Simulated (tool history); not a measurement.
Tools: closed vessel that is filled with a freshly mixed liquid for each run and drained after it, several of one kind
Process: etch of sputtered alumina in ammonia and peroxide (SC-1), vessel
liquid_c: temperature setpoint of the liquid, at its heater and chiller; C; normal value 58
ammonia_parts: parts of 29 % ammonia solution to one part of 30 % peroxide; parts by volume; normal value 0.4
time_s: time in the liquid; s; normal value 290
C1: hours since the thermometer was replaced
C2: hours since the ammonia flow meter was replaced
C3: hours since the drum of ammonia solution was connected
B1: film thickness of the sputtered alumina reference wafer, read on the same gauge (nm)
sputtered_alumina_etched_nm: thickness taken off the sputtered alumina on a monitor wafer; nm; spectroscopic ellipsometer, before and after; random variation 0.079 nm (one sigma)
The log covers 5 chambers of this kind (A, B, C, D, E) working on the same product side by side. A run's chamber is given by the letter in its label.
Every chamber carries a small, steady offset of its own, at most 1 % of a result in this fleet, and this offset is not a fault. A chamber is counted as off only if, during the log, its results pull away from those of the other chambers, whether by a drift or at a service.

run 1A hour=3.6 | liquid_c=58 ammonia_parts=0.4 time_s=290 | C1=1468.2 C2=1156.3 C3=444.2 | B1=99.989 | sputtered_alumina_etched_nm=14.698
run 2D hour=7.7 | liquid_c=58 ammonia_parts=0.4 time_s=290 | C1=17.8 C2=134.7 C3=386.6 | B1=100.02 | sputtered_alumina_etched_nm=14.596
run 3C hour=14.6 | liquid_c=58 ammonia_parts=0.4 time_s=290 | C1=236.8 C2=334 C3=165.7 | B1=100.03 | sputtered_alumina_etched_nm=14.723
run 4E hour=17.7 | liquid_c=58 ammonia_parts=0.4 time_s=290 | C1=2332.3 C2=259.6 C3=340.9 | B1=100.01 | sputtered_alumina_etched_nm=14.777
-- hour=21.3 chamber B: new drum of ammonia solution connected
run 5B hour=21.4 | liquid_c=58 ammonia_parts=0.4 time_s=290 | C1=349.4 C2=277.1 C3=0.2 | B1=100.02 | sputtered_alumina_etched_nm=14.657
run 6A hour=27.8 | liquid_c=58 ammonia_parts=0.4 time_s=290 | C1=1492.4 C2=1180.5 C3=468.4 | B1=100.01 | sputtered_alumina_etched_nm=14.698
run 7D hour=32.6 | liquid_c=58 ammonia_parts=0.4 time_s=290 | C1=42.7 C2=159.6 C3=411.5 | B1=100.02 | sputtered_alumina_etched_nm=14.582
run 8C hour=37.5 | liquid_c=58 ammonia_parts=0.4 time_s=460 | C1=259.7 C2=356.9 C3=188.6 | B1=100 | sputtered_alumina_etched_nm=23.472
run 9E hour=44.3 | liquid_c=58 ammonia_parts=0.4 time_s=460 | C1=2358.9 C2=286.2 C3=367.5 | B1=100.02 | sputtered_alumina_etched_nm=23.385
run 10B hour=48.9 | liquid_c=58 ammonia_parts=0.4 time_s=460 | C1=376.9 C2=304.6 C3=27.7 | B1=100 | sputtered_alumina_etched_nm=23.37
run 11D hour=54.5 | liquid_c=58 ammonia_parts=0.4 time_s=460 | C1=64.6 C2=181.5 C3=433.4 | B1=100.03 | sputtered_alumina_etched_nm=23.078
run 12E hour=58.7 | liquid_c=58 ammonia_parts=0.4 time_s=460 | C1=2373.3 C2=300.6 C3=381.9 | B1=100.01 | sputtered_alumina_etched_nm=23.087
run 13B hour=64.2 | liquid_c=58 ammonia_parts=0.4 time_s=290 | C1=392.2 C2=319.9 C3=43 | B1=100 | sputtered_alumina_etched_nm=14.733
run 14A hour=70.8 | liquid_c=58 ammonia_parts=0.4 time_s=290 | C1=1535.4 C2=1223.5 C3=511.4 | B1=99.968 | sputtered_alumina_etched_nm=14.668
run 15C hour=75.4 | liquid_c=58 ammonia_parts=0.4 time_s=290 | C1=297.6 C2=394.8 C3=226.5 | B1=99.997 | sputtered_alumina_etched_nm=14.736
run 16C hour=79 | liquid_c=58 ammonia_parts=0.4 time_s=290 | C1=301.2 C2=398.4 C3=230.1 | B1=99.982 | sputtered_alumina_etched_nm=14.669
run 17A hour=82.8 | liquid_c=58 ammonia_parts=0.4 time_s=290 | C1=1547.4 C2=1235.5 C3=523.4 | B1=100 | sputtered_alumina_etched_nm=14.849
run 18B hour=87.3 | liquid_c=58 ammonia_parts=0.4 time_s=290 | C1=415.3 C2=343 C3=66.1 | B1=99.988 | sputtered_alumina_etched_nm=14.622
run 19E hour=92.2 | liquid_c=58 ammonia_parts=0.4 time_s=290 | C1=2406.8 C2=334.1 C3=415.4 | B1=99.983 | sputtered_alumina_etched_nm=14.723
run 20D hour=98.9 | liquid_c=58 ammonia_parts=0.5 time_s=290 | C1=109 C2=225.9 C3=477.8 | B1=99.999 | sputtered_alumina_etched_nm=14.967
run 21B hour=103.3 | liquid_c=58 ammonia_parts=0.5 time_s=290 | C1=431.3 C2=359 C3=82.1 | B1=100.03 | sputtered_alumina_etched_nm=14.919
run 22E hour=107.6 | liquid_c=58 ammonia_parts=0.5 time_s=290 | C1=2422.2 C2=349.5 C3=430.8 | B1=99.998 | sputtered_alumina_etched_nm=15.05
run 23D hour=112.3 | liquid_c=58 ammonia_parts=0.5 time_s=290 | C1=122.4 C2=239.3 C3=491.2 | B1=100.04 | sputtered_alumina_etched_nm=14.808
run 24C hour=119.2 | liquid_c=58 ammonia_parts=0.5 time_s=290 | C1=341.4 C2=438.6 C3=270.3 | B1=100 | sputtered_alumina_etched_nm=14.997
run 25A hour=125.6 | liquid_c=58 ammonia_parts=0.4 time_s=290 | C1=1590.2 C2=1278.3 C3=566.2 | B1=100.02 | sputtered_alumina_etched_nm=14.809
run 26D hour=129.4 | liquid_c=58 ammonia_parts=0.25 time_s=185 | C1=139.5 C2=256.4 C3=508.3 | B1=99.992 | sputtered_alumina_etched_nm=8.9472
-- hour=132.2 chamber A: new drum of ammonia solution connected
run 27C hour=134.1 | liquid_c=58 ammonia_parts=0.25 time_s=185 | C1=356.3 C2=453.5 C3=285.2 | B1=100.01 | sputtered_alumina_etched_nm=8.9414
run 28E hour=137.9 | liquid_c=58 ammonia_parts=0.25 time_s=185 | C1=2452.5 C2=379.8 C3=461.1 | B1=100.02 | sputtered_alumina_etched_nm=8.8915
run 29B hour=143.2 | liquid_c=58 ammonia_parts=0.25 time_s=185 | C1=471.2 C2=398.9 C3=122 | B1=99.98 | sputtered_alumina_etched_nm=8.9396
run 30A hour=148.7 | liquid_c=58 ammonia_parts=0.25 time_s=185 | C1=1613.3 C2=1301.4 C3=16.6 | B1=100.04 | sputtered_alumina_etched_nm=8.9828
-- hour=151.9 chamber C: new drum of ammonia solution connected
run 31A hour=153.3 | liquid_c=58 ammonia_parts=0.4 time_s=290 | C1=1617.9 C2=1306 C3=21.2 | B1=99.974 | sputtered_alumina_etched_nm=14.745
run 32D hour=156.5 | liquid_c=58 ammonia_parts=0.45 time_s=445 | C1=166.6 C2=283.5 C3=535.4 | B1=99.999 | sputtered_alumina_etched_nm=22.705
run 33C hour=161.9 | liquid_c=58 ammonia_parts=0.45 time_s=445 | C1=384.1 C2=481.3 C3=10 | B1=100.01 | sputtered_alumina_etched_nm=22.753
run 34B hour=167.4 | liquid_c=58 ammonia_parts=0.45 time_s=445 | C1=495.4 C2=423.1 C3=146.2 | B1=99.971 | sputtered_alumina_etched_nm=22.515
run 35E hour=173.9 | liquid_c=58 ammonia_parts=0.45 time_s=445 | C1=2488.5 C2=415.8 C3=497.1 | B1=100.01 | sputtered_alumina_etched_nm=22.62
run 36D hour=179.8 | liquid_c=58 ammonia_parts=0.45 time_s=445 | C1=189.9 C2=306.8 C3=558.7 | B1=100.02 | sputtered_alumina_etched_nm=22.768
run 37E hour=182.9 | liquid_c=58 ammonia_parts=0.4 time_s=290 | C1=2497.5 C2=424.8 C3=506.1 | B1=100.03 | sputtered_alumina_etched_nm=14.603
run 38A hour=187.3 | liquid_c=58 ammonia_parts=0.4 time_s=290 | C1=1651.9 C2=1340 C3=55.2 | B1=99.994 | sputtered_alumina_etched_nm=14.727
run 39C hour=193.9 | liquid_c=58 ammonia_parts=0.4 time_s=290 | C1=416.1 C2=513.3 C3=42 | B1=100.05 | sputtered_alumina_etched_nm=14.697
run 40B hour=198.4 | liquid_c=58 ammonia_parts=0.2 time_s=140 | C1=526.4 C2=454.1 C3=177.2 | B1=99.96 | sputtered_alumina_etched_nm=6.6414

Next, all 5 chambers run the settings below, one line each with question marks for the results. What does each chamber give?
run 41A hour=203.4 | liquid_c=49.5 ammonia_parts=0.4 time_s=290 | sputtered_alumina_etched_nm=?
run 41B hour=203.4 | liquid_c=49.5 ammonia_parts=0.4 time_s=290 | sputtered_alumina_etched_nm=?
run 41C hour=203.4 | liquid_c=49.5 ammonia_parts=0.4 time_s=290 | sputtered_alumina_etched_nm=?
run 41D hour=203.4 | liquid_c=49.5 ammonia_parts=0.4 time_s=290 | sputtered_alumina_etched_nm=?
run 41E hour=203.4 | liquid_c=49.5 ammonia_parts=0.4 time_s=290 | sputtered_alumina_etched_nm=?

run=41A sputtered_alumina_etched_nm=9.3427
run=41B sputtered_alumina_etched_nm=9.2248
run=41C sputtered_alumina_etched_nm=9.371
run=41D sputtered_alumina_etched_nm=9.3022
run=41E sputtered_alumina_etched_nm=9.2429
